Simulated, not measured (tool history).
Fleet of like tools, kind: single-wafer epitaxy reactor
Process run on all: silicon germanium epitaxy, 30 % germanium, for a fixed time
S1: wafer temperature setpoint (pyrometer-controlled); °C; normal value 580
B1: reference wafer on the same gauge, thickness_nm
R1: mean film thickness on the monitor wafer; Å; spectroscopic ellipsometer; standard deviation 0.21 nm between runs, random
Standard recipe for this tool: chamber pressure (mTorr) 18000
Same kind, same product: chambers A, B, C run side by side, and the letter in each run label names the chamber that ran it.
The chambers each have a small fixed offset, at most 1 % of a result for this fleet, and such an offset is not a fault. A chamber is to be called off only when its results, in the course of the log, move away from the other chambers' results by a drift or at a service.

{"run": "1B", "hour": 8.6, "S1": 580, "chamber pressure (mTorr)": 18000, "B1": 36.019, "R1": 389.27}
{"run": "2A", "hour": 17.3, "S1": 580, "chamber pressure (mTorr)": 18000, "B1": 36.02, "R1": 392.23}
{"run": "3C", "hour": 25.2, "S1": 580, "chamber pressure (mTorr)": 18000, "B1": 36.004, "R1": 394.25}
{"run": "4A", "hour": 36.4, "S1": 580, "chamber pressure (mTorr)": 18000, "B1": 36.031, "R1": 390.81}
{"run": "5C", "hour": 46.0, "S1": 585, "chamber pressure (mTorr)": 20100, "B1": 35.968, "R1": 450.52}
{"run": "6B", "hour": 58.7, "S1": 585, "chamber pressure (mTorr)": 20100, "B1": 35.988, "R1": 447.69}
{"hour": 59.2, "done": "chamber B: capacitance manometer re-zeroed and calibrated"}
{"run": "7C", "hour": 66.4, "S1": 585, "chamber pressure (mTorr)": 20100, "B1": 35.981, "R1": 452.15}
{"run": "8B", "hour": 75.5, "S1": 580, "chamber pressure (mTorr)": 18000, "B1": 36.021, "R1": 392.02}
{"run": "9A", "hour": 83.1, "S1": 580, "chamber pressure (mTorr)": 18000, "B1": 35.993, "R1": 389.29}
{"run": "10C", "hour": 89.9, "S1": 580, "chamber pressure (mTorr)": 18000, "B1": 36.014, "R1": 395.19}
{"run": "11B", "hour": 99.2, "S1": 580, "chamber pressure (mTorr)": 18000, "B1": 36.008, "R1": 386.71}
{"run": "12A", "hour": 110.5, "S1": 580, "chamber pressure (mTorr)": 18000, "B1": 35.978, "R1": 394.46}
{"run": "13B", "hour": 116.3, "S1": 587, "chamber pressure (mTorr)": 16500, "B1": 36.021, "R1": 429.47}
{"run": "14A", "hour": 125.1, "S1": 587, "chamber pressure (mTorr)": 16500, "B1": 35.995, "R1": 431.76}
{"run": "15C", "hour": 133.6, "S1": 587, "chamber pressure (mTorr)": 16500, "B1": 36.0, "R1": 431.11}
{"hour": 141.3, "done": "chamber A: pyrometer calibrated"}
{"run": "16B", "hour": 143.4, "S1": 580, "chamber pressure (mTorr)": 18000, "B1": 36.005, "R1": 388.04}
{"run": "17A", "hour": 156.0, "S1": 580, "chamber pressure (mTorr)": 18000, "B1": 36.052, "R1": 417.16}
{"run": "18C", "hour": 167.7, "S1": 580, "chamber pressure (mTorr)": 18000, "B1": 36.019, "R1": 389.34}
{"run": "19B", "hour": 180.4, "S1": 580, "chamber pressure (mTorr)": 18000, "B1": 35.952, "R1": 388.51}
{"run": "20C", "hour": 186.2, "S1": 580, "chamber pressure (mTorr)": 18000, "B1": 35.97, "R1": 395.63}
{"run": "21A", "hour": 198.0, "S1": 580, "chamber pressure (mTorr)": 18000, "B1": 35.992, "R1": 420.27}
{"run": "22C", "hour": 208.6, "S1": 580, "chamber pressure (mTorr)": 18000, "B1": 36.057, "R1": 392.69}
{"run": "23A", "hour": 219.2, "S1": 580, "chamber pressure (mTorr)": 16600, "B1": 35.985, "R1": 406.01}
{"run": "24B", "hour": 231.6, "S1": 580, "chamber pressure (mTorr)": 16600, "B1": 36.042, "R1": 379.22}
{"run": "25A", "hour": 240.0, "S1": 580, "chamber pressure (mTorr)": 16600, "B1": 36.041, "R1": 406.34}
{"run": "26B", "hour": 252.3, "S1": 580, "chamber pressure (mTorr)": 18000, "B1": 35.952, "R1": 387.33}
{"run": "27C", "hour": 262.1, "S1": 580, "chamber pressure (mTorr)": 18000, "B1": 36.004, "R1": 391.04}
{"run": "28A", "hour": 274.0, "S1": 580, "chamber pressure (mTorr)": 18000, "B1": 35.96, "R1": 420.76}
{"run": "29B", "hour": 286.6, "S1": 580, "chamber pressure (mTorr)": 18000, "B1": 36.035, "R1": 387.61}
{"run": "30C", "hour": 299.4, "S1": 580, "chamber pressure (mTorr)": 18000, "B1": 36.005, "R1": 392.12}
{"run": "31B", "hour": 310.8, "S1": 580, "chamber pressure (mTorr)": 18000, "B1": 35.995, "R1": 391.98}
{"run": "32A", "hour": 316.6, "S1": 580, "chamber pressure (mTorr)": 18000, "B1": 35.998, "R1": 419.95}
{"run": "33C", "hour": 324.2, "S1": 580, "chamber pressure (mTorr)": 18000, "B1": 36.007, "R1": 396.03}
{"run": "34C", "hour": 331.2, "S1": 580, "chamber pressure (mTorr)": 18000, "B1": 35.998, "R1": 391.46}
{"run": "35B", "hour": 339.6, "S1": 580, "chamber pressure (mTorr)": 18000, "B1": 36.028, "R1": 390.04}

All chambers now run identical settings, listed one chamber a line with results as question marks. What results will each chamber show?
{"run": "36A", "hour": 348.9, "S1": 580, "chamber pressure (mTorr)": 22100, "R1": "?"}
{"run": "36B", "hour": 348.9, "S1": 580, "chamber pressure (mTorr)": 22100, "R1": "?"}
{"run": "36C", "hour": 348.9, "S1": 580, "chamber pressure (mTorr)": 22100, "R1": "?"}

run=36A R1=451.78
run=36B R1=426.64
run=36C R1=430.23
